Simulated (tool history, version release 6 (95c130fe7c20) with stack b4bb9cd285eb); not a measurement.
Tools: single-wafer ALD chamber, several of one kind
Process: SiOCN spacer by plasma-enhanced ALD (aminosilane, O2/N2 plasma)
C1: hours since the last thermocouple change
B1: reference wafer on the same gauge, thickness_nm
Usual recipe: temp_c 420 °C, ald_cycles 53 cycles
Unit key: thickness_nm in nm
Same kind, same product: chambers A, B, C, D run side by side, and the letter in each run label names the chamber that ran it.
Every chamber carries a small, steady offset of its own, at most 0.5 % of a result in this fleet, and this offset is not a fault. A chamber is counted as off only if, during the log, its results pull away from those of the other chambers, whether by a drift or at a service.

Run 1C, hour 10.3: usual settings; C1 876.6; B1 3.1394. Result: thickness_nm 3.0157 nm.
Run 2D, hour 19.6: usual settings; C1 1062.2; B1 3.1396. Result: thickness_nm 2.9968 nm.
Run 3B, hour 36.3: usual settings; C1 898.9; B1 3.1393. Result: thickness_nm 3.0160 nm.
Run 4A, hour 47.2: usual settings; C1 994.3; B1 3.1387. Result: thickness_nm 3.0056 nm.
Run 5D, hour 60.3: usual settings; C1 1102.9; B1 3.1379. Result: thickness_nm 2.9884 nm.
Run 6B, hour 68.2: usual settings but ald_cycles 45 cycles; C1 930.8; B1 3.1380. Result: thickness_nm 2.5615 nm.
Run 7C, hour 78.2: usual settings but ald_cycles 45 cycles; C1 944.5; B1 3.1373. Result: thickness_nm 2.5645 nm.
Run 8A, hour 91.3: usual settings but ald_cycles 45 cycles; C1 1038.4; B1 3.1368. Result: thickness_nm 2.5518 nm.
At hour 105.3: chamber D: thermocouple changed; heater temperature recalibrated.
Run 9C, hour 106.5: usual settings but ald_cycles 45 cycles; C1 972.8; B1 3.1364. Result: thickness_nm 2.5631 nm.
Run 10B, hour 123.0: usual settings but temp_c 429 °C; C1 985.6; B1 3.1362. Result: thickness_nm 2.9278 nm.
Run 11D, hour 130.3: usual settings but temp_c 429 °C; C1 25.0; B1 3.1359. Result: thickness_nm 2.9050 nm.
Run 12A, hour 142.2: usual settings but temp_c 429 °C; C1 1089.3; B1 3.1352. Result: thickness_nm 2.9168 nm.
Run 13A, hour 155.4: usual settings but temp_c 429 °C; C1 1102.5; B1 3.1352. Result: thickness_nm 2.9137 nm.
Run 14C, hour 165.4: usual settings; C1 1031.7; B1 3.1352. Result: thickness_nm 3.0113 nm.
Run 15D, hour 175.6: usual settings; C1 70.3; B1 3.1341. Result: thickness_nm 2.9853 nm.
Run 16B, hour 186.2: usual settings; C1 1048.8; B1 3.1344. Result: thickness_nm 3.0154 nm.
Run 17C, hour 201.4: usual settings; C1 1067.7; B1 3.1344. Result: thickness_nm 3.0118 nm.
Run 18D, hour 216.1: usual settings; C1 110.8; B1 3.1332. Result: thickness_nm 2.9813 nm.
Run 19A, hour 224.3: usual settings; C1 1171.4; B1 3.1324. Result: thickness_nm 2.9988 nm.
Run 20B, hour 238.3: usual settings; C1 1100.9; B1 3.1326. Result: thickness_nm 3.0137 nm.
Run 21C, hour 248.7: usual settings but temp_c 413 °C, ald_cycles 45 cycles; C1 1115.0; B1 3.1319. Result: thickness_nm 2.6152 nm.
Run 22A, hour 259.1: usual settings but temp_c 413 °C, ald_cycles 45 cycles; C1 1206.2; B1 3.1320. Result: thickness_nm 2.6042 nm.
Run 23B, hour 275.8: usual settings but temp_c 413 °C, ald_cycles 45 cycles; C1 1138.4; B1 3.1310. Result: thickness_nm 2.6175 nm.
Run 24D, hour 289.9: usual settings but temp_c 413 °C, ald_cycles 45 cycles; C1 184.6; B1 3.1296. Result: thickness_nm 2.5850 nm.
Run 25C, hour 299.5: usual settings; C1 1165.8; B1 3.1295. Result: thickness_nm 3.0129 nm.
Run 26A, hour 313.5: usual settings; C1 1260.6; B1 3.1299. Result: thickness_nm 2.9968 nm.
Run 27D, hour 321.4: usual settings; C1 216.1; B1 3.1289. Result: thickness_nm 2.9864 nm.
Run 28B, hour 333.7: usual settings; C1 1196.3; B1 3.1281. Result: thickness_nm 3.0033 nm.
Run 29B, hour 349.5: usual settings; C1 1212.1; B1 3.1287. Result: thickness_nm 3.0127 nm.
Run 30C, hour 364.1: usual settings; C1 1230.4; B1 3.1283. Result: thickness_nm 3.0032 nm.
Run 31A, hour 377.5: usual settings; C1 1324.6; B1 3.1280. Result: thickness_nm 2.9938 nm.
Run 32D, hour 387.0: usual settings; C1 281.7; B1 3.1277. Result: thickness_nm 2.9845 nm.

The same settings go to every chamber for the next run, one line per chamber below. Forecast the results for each:
Run 33A, hour 399.0: usual settings. Result: thickness_nm ?.
Run 33B, hour 399.0: usual settings. Result: thickness_nm ?.
Run 33C, hour 399.0: usual settings. Result: thickness_nm ?.
Run 33D, hour 399.0: usual settings. Result: thickness_nm ?.

run  thickness_nm
33A        2.9998
33B        3.0080
33C        3.0065
33D        2.9804

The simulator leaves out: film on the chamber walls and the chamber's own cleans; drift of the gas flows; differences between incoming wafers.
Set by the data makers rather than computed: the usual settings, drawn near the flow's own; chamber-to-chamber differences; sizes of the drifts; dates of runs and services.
